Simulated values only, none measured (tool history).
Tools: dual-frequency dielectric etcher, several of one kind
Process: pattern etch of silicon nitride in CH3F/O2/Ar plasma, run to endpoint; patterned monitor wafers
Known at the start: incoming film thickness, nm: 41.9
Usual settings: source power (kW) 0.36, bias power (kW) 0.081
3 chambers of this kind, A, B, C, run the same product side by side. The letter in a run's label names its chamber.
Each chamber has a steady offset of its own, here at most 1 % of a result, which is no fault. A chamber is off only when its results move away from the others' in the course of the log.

{"run": "1B", "hour": 8.1, "source power (kW)": 0.36, "bias power (kW)": 0.081, "endpoint time (s)": 61.363}
{"run": "2C", "hour": 13.8, "source power (kW)": 0.36, "bias power (kW)": 0.081, "endpoint time (s)": 60.627}
{"run": "3A", "hour": 18.0, "source power (kW)": 0.36, "bias power (kW)": 0.081, "endpoint time (s)": 60.293}
{"run": "4C", "hour": 25.6, "source power (kW)": 0.36, "bias power (kW)": 0.081, "endpoint time (s)": 60.614}
{"run": "5A", "hour": 34.4, "source power (kW)": 0.36, "bias power (kW)": 0.081, "endpoint time (s)": 60.44}
{"run": "6B", "hour": 41.6, "source power (kW)": 0.36, "bias power (kW)": 0.081, "endpoint time (s)": 61.355}
{"run": "7C", "hour": 46.1, "source power (kW)": 0.36, "bias power (kW)": 0.081, "endpoint time (s)": 60.57}
{"run": "8B", "hour": 53.7, "source power (kW)": 0.36, "bias power (kW)": 0.09, "endpoint time (s)": 58.811}
{"run": "9A", "hour": 58.6, "source power (kW)": 0.36, "bias power (kW)": 0.09, "endpoint time (s)": 58.353}
{"run": "10C", "hour": 64.7, "source power (kW)": 0.36, "bias power (kW)": 0.09, "endpoint time (s)": 58.24}
{"run": "11A", "hour": 73.1, "source power (kW)": 0.45, "bias power (kW)": 0.062, "endpoint time (s)": 60.584}
{"hour": 77.4, "done": "chamber C: wet clean of the chamber"}
{"run": "12B", "hour": 78.0, "source power (kW)": 0.45, "bias power (kW)": 0.062, "endpoint time (s)": 61.171}
{"run": "13B", "hour": 85.9, "source power (kW)": 0.45, "bias power (kW)": 0.062, "endpoint time (s)": 61.361}
{"run": "14C", "hour": 93.8, "source power (kW)": 0.36, "bias power (kW)": 0.081, "endpoint time (s)": 60.71}
{"run": "15A", "hour": 98.4, "source power (kW)": 0.36, "bias power (kW)": 0.081, "endpoint time (s)": 60.213}
{"run": "16A", "hour": 105.0, "source power (kW)": 0.36, "bias power (kW)": 0.081, "endpoint time (s)": 60.181}
{"run": "17C", "hour": 109.3, "source power (kW)": 0.36, "bias power (kW)": 0.081, "endpoint time (s)": 60.694}
{"run": "18B", "hour": 117.7, "source power (kW)": 0.36, "bias power (kW)": 0.081, "endpoint time (s)": 60.973}
{"run": "19C", "hour": 124.3, "source power (kW)": 0.36, "bias power (kW)": 0.081, "endpoint time (s)": 60.867}
{"run": "20A", "hour": 129.8, "source power (kW)": 0.36, "bias power (kW)": 0.091, "endpoint time (s)": 57.696}
{"run": "21B", "hour": 135.8, "source power (kW)": 0.36, "bias power (kW)": 0.091, "endpoint time (s)": 58.462}

Is one chamber off against the others, does the gauge drift, or is nothing wrong? If a chamber is off, say which, and what the likeliest cause is.

No chamber stands off beyond its own small offset, and the gauge holds steady.
